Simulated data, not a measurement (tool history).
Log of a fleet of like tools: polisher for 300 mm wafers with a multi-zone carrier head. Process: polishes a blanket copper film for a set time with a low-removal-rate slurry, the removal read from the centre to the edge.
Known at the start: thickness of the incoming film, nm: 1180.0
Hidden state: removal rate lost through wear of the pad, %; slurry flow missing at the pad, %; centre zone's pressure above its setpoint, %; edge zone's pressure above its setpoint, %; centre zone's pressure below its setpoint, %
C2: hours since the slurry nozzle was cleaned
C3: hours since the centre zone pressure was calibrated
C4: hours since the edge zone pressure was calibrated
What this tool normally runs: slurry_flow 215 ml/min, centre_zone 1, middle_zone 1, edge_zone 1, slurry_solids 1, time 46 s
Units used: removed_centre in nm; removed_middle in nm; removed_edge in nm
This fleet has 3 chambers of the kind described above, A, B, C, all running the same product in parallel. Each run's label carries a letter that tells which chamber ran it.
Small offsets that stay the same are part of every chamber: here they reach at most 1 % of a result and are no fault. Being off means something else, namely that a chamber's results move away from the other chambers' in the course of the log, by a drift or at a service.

Run 1C, hour 9.9: usual settings; wafers polished on this pad 230; C2 564.7; C3 739.7; C4 584.8. Result: removed_centre 175.13 nm, removed_middle 174.41 nm, removed_edge 174.11 nm.
At hour 11.7: chamber A: slurry nozzle cleaned.
Run 2A, hour 22.4: usual settings; wafers polished on this pad 596; C2 10.7; C3 297.4; C4 1012.7. Result: removed_centre 174.74 nm, removed_middle 174.9 nm, removed_edge 170.66 nm.
At hour 23: chamber B: worn pad replaced by a new one.
Run 3B, hour 30.1: usual settings; wafers polished on this pad 59; C2 605.6; C3 1003.1; C4 206.9. Result: removed_centre 174.83 nm, removed_middle 170.12 nm, removed_edge 170.45 nm.
At hour 40.5: chamber A: worn pad replaced by a new one.
Run 4B, hour 40.8: usual settings; wafers polished on this pad 149; C2 616.3; C3 1013.8; C4 217.6. Result: removed_centre 175.53 nm, removed_middle 176.09 nm, removed_edge 171.66 nm.
Run 5C, hour 48.2: usual settings; wafers polished on this pad 551; C2 603; C3 778; C4 623.1. Result: removed_centre 170.25 nm, removed_middle 174.72 nm, removed_edge 169.33 nm.
At hour 59.6: chamber C: centre zone pressure recalibrated.
Run 6A, hour 60.5: usual settings; wafers polished on this pad 168; C2 48.8; C3 335.5; C4 1050.8. Result: removed_centre 171.46 nm, removed_middle 171.79 nm, removed_edge 174.97 nm.
Run 7C, hour 69.1: usual settings; wafers polished on this pad 727; C2 623.9; C3 9.6; C4 644. Result: removed_centre 175.58 nm, removed_middle 172.68 nm, removed_edge 172.51 nm.
At hour 79.1: chamber A: centre zone pressure recalibrated.
Run 8A, hour 79.4: usual settings; wafers polished on this pad 327; C2 67.7; C3 0.3; C4 1069.7. Result: removed_centre 171.85 nm, removed_middle 176.5 nm, removed_edge 175.51 nm.
At hour 80: chamber C: worn pad replaced by a new one.
At hour 83.5: chamber C: edge zone pressure recalibrated.
Run 9B, hour 89.6: usual settings; wafers polished on this pad 559; C2 665.1; C3 1062.6; C4 266.4. Result: removed_centre 176.46 nm, removed_middle 175.26 nm, removed_edge 172.17 nm.
Run 10B, hour 101.3: usual settings; wafers polished on this pad 657; C2 676.8; C3 1074.3; C4 278.1. Result: removed_centre 171.39 nm, removed_middle 173.42 nm, removed_edge 174.07 nm.
Run 11C, hour 108.4: usual settings; wafers polished on this pad 238; C2 663.2; C3 48.9; C4 25. Result: removed_centre 170.49 nm, removed_middle 170.97 nm, removed_edge 171.14 nm.
Run 12A, hour 118.8: usual settings; wafers polished on this pad 657; C2 107.1; C3 39.7; C4 1109.1. Result: removed_centre 175.03 nm, removed_middle 175.54 nm, removed_edge 174.61 nm.
Run 13B, hour 127.5: usual settings; wafers polished on this pad 877; C2 703; C3 1100.5; C4 304.3. Result: removed_centre 175.47 nm, removed_middle 169.7 nm, removed_edge 172.27 nm.
Run 14C, hour 137.9: usual settings but time 52 s; wafers polished on this pad 486; C2 692.7; C3 78.4; C4 54.5. Result: removed_centre 194.86 nm, removed_middle 193.55 nm, removed_edge 195.66 nm.
At hour 139.7: chamber A: worn pad replaced by a new one.
Run 15A, hour 148.6: usual settings but time 52 s; wafers polished on this pad 75; C2 136.9; C3 69.5; C4 1138.9. Result: removed_centre 198.49 nm, removed_middle 196.65 nm, removed_edge 194.45 nm.
Run 16C, hour 160.4: usual settings but time 52 s; wafers polished on this pad 675; C2 715.2; C3 100.9; C4 77. Result: removed_centre 196.94 nm, removed_middle 195.74 nm, removed_edge 195.76 nm.
Run 17B, hour 172.3: usual settings; wafers polished on this pad 1253; C2 747.8; C3 1145.3; C4 349.1. Result: removed_centre 170.52 nm, removed_middle 174.38 nm, removed_edge 174.47 nm.
Run 18A, hour 184.6: usual settings; wafers polished on this pad 377; C2 172.9; C3 105.5; C4 1174.9. Result: removed_centre 173.45 nm, removed_middle 173.64 nm, removed_edge 176.41 nm.
Run 19C, hour 190.7: usual settings; wafers polished on this pad 929; C2 745.5; C3 131.2; C4 107.3. Result: removed_centre 172.73 nm, removed_middle 172.02 nm, removed_edge 170.17 nm.
At hour 201.9: chamber B: worn pad replaced by a new one.
At hour 202.2: chamber C: worn pad replaced by a new one.
Run 20B, hour 202.9: usual settings but middle_zone 0.9, time 35 s; wafers polished on this pad 8; C2 778.4; C3 1175.9; C4 379.7. Result: removed_centre 132.17 nm, removed_middle 120.23 nm, removed_edge 132.62 nm.
Run 21A, hour 209.3: usual settings but middle_zone 0.9, time 35 s; wafers polished on this pad 584; C2 197.6; C3 130.2; C4 1199.6. Result: removed_centre 133.71 nm, removed_middle 119.71 nm, removed_edge 133.35 nm.
At hour 214.2: chamber B: centre zone pressure recalibrated.
Run 22C, hour 221: usual settings but middle_zone 0.9, time 35 s; wafers polished on this pad 158; C2 775.8; C3 161.5; C4 137.6. Result: removed_centre 130.98 nm, removed_middle 118.41 nm, removed_edge 129.65 nm.
Run 23A, hour 226.8: usual settings; wafers polished on this pad 731; C2 215.1; C3 147.7; C4 1217.1. Result: removed_centre 175.09 nm, removed_middle 172.15 nm, removed_edge 173.21 nm.
At hour 231.6: chamber B: slurry nozzle cleaned.
Run 24B, hour 232.9: usual settings; wafers polished on this pad 260; C2 1.4; C3 18.8; C4 409.7. Result: removed_centre 155.06 nm, removed_middle 172.44 nm, removed_edge 173.99 nm.
At hour 234.7: chamber A: worn pad replaced by a new one.
Run 25B, hour 242.7: usual settings; wafers polished on this pad 342; C2 11.2; C3 28.6; C4 419.5. Result: removed_centre 154.12 nm, removed_middle 172.63 nm, removed_edge 172.5 nm.
Run 26C, hour 253.2: usual settings; wafers polished on this pad 428; C2 808; C3 193.7; C4 169.8. Result: removed_centre 174.62 nm, removed_middle 171.69 nm, removed_edge 171.92 nm.
Run 27A, hour 263.6: usual settings but time 39 s; wafers polished on this pad 243; C2 251.9; C3 184.5; C4 1253.9. Result: removed_centre 148.42 nm, removed_middle 146.04 nm, removed_edge 150.57 nm.
Run 28B, hour 269.6: usual settings but time 39 s; wafers polished on this pad 568; C2 38.1; C3 55.5; C4 446.4. Result: removed_centre 130.15 nm, removed_middle 149.35 nm, removed_edge 145.7 nm.
Run 29A, hour 276.8: usual settings but time 39 s; wafers polished on this pad 354; C2 265.1; C3 197.7; C4 1267.1. Result: removed_centre 146.62 nm, removed_middle 145.32 nm, removed_edge 147.44 nm.
At hour 285.5: chamber C: slurry nozzle cleaned.
Run 30C, hour 287.1: usual settings; wafers polished on this pad 713; C2 1.7; C3 227.6; C4 203.7. Result: removed_centre 176.19 nm, removed_middle 172.01 nm, removed_edge 171.61 nm.
Run 31B, hour 296.1: usual settings; wafers polished on this pad 790; C2 64.6; C3 82; C4 472.9. Result: removed_centre 154.1 nm, removed_middle 174.8 nm, removed_edge 173.63 nm.
Run 32C, hour 301.7: usual settings; wafers polished on this pad 836; C2 16.3; C3 242.2; C4 218.3. Result: removed_centre 173.41 nm, removed_middle 175.55 nm, removed_edge 170.43 nm.
Run 33A, hour 313.7: usual settings; wafers polished on this pad 664; C2 302; C3 234.6; C4 1304. Result: removed_centre 174.5 nm, removed_middle 172.38 nm, removed_edge 175.36 nm.
Run 34B, hour 322.5: usual settings; wafers polished on this pad 1012; C2 91; C3 108.4; C4 499.3. Result: removed_centre 151.45 nm, removed_middle 173.94 nm, removed_edge 169.17 nm.
At hour 332.7: chamber C: worn pad replaced by a new one.
Run 35C, hour 334.2: usual settings; wafers polished on this pad 13; C2 48.8; C3 274.7; C4 250.8. Result: removed_centre 173.42 nm, removed_middle 175.6 nm, removed_edge 173.44 nm.
Run 36A, hour 345.6: usual settings; wafers polished on this pad 931; C2 333.9; C3 266.5; C4 1335.9. Result: removed_centre 173.95 nm, removed_middle 172.76 nm, removed_edge 178.2 nm.
Run 37C, hour 351: usual settings; wafers polished on this pad 154; C2 65.6; C3 291.5; C4 267.6. Result: removed_centre 176.4 nm, removed_middle 172.36 nm, removed_edge 172.76 nm.

Does one chamber stand apart from the rest, does the shared gauge drift, or is all well apart from small per-chamber offsets? Give the chamber and the most likely cause, where there is one.

Chamber B has stood off from the others ever since a service on it.
Most likely cause: centre zone's pressure below its setpoint, % = 11.5.

Chamber B could run next with any of the 4 candidate recipes listed below; each alters the usual settings, and their results appear as question marks. Which one brings its results back in line with what the other chambers deliver on the usual settings?
In line means no further than this from the other chambers' mean on the usual settings: removed_centre 6.6 nm; removed_middle 5.9 nm; removed_edge 6.9 nm
Run 38B-1, hour 359.9: usual settings but slurry_flow 205 ml/min, centre_zone 0.84, middle_zone 1.05, edge_zone 1.05, time 45 s. Result: removed_centre ?, removed_middle ?, removed_edge ?.
Run 38B-2, hour 359.9: usual settings but slurry_flow 210 ml/min, centre_zone 0.9, middle_zone 1.03, edge_zone 1.03, time 45 s. Result: removed_centre ?, removed_middle ?, removed_edge ?.
Run 38B-3, hour 359.9: usual settings but slurry_flow 225 ml/min, centre_zone 1.17, middle_zone 0.95, edge_zone 0.95, time 48 s. Result: removed_centre ?, removed_middle ?, removed_edge ?.
Run 38B-4, hour 359.9: usual settings but slurry_flow 220 ml/min, centre_zone 1.1, middle_zone 0.97, edge_zone 0.97, time 47 s. Result: removed_centre ?, removed_middle ?, removed_edge ?.

The other chambers' mean on the usual settings: removed_centre 174.59 nm; removed_middle 173.09 nm; removed_edge 173.47 nm
  run  removed_centre  removed_middle  removed_edge
38B-1          122.46          175.71        172.27
38B-2          132.69          173.14           171
38B-3          190.37          172.76         176.3
38B-4          173.81          171.99        174.05
With 38B-4, the chamber falls back in line with the rest.
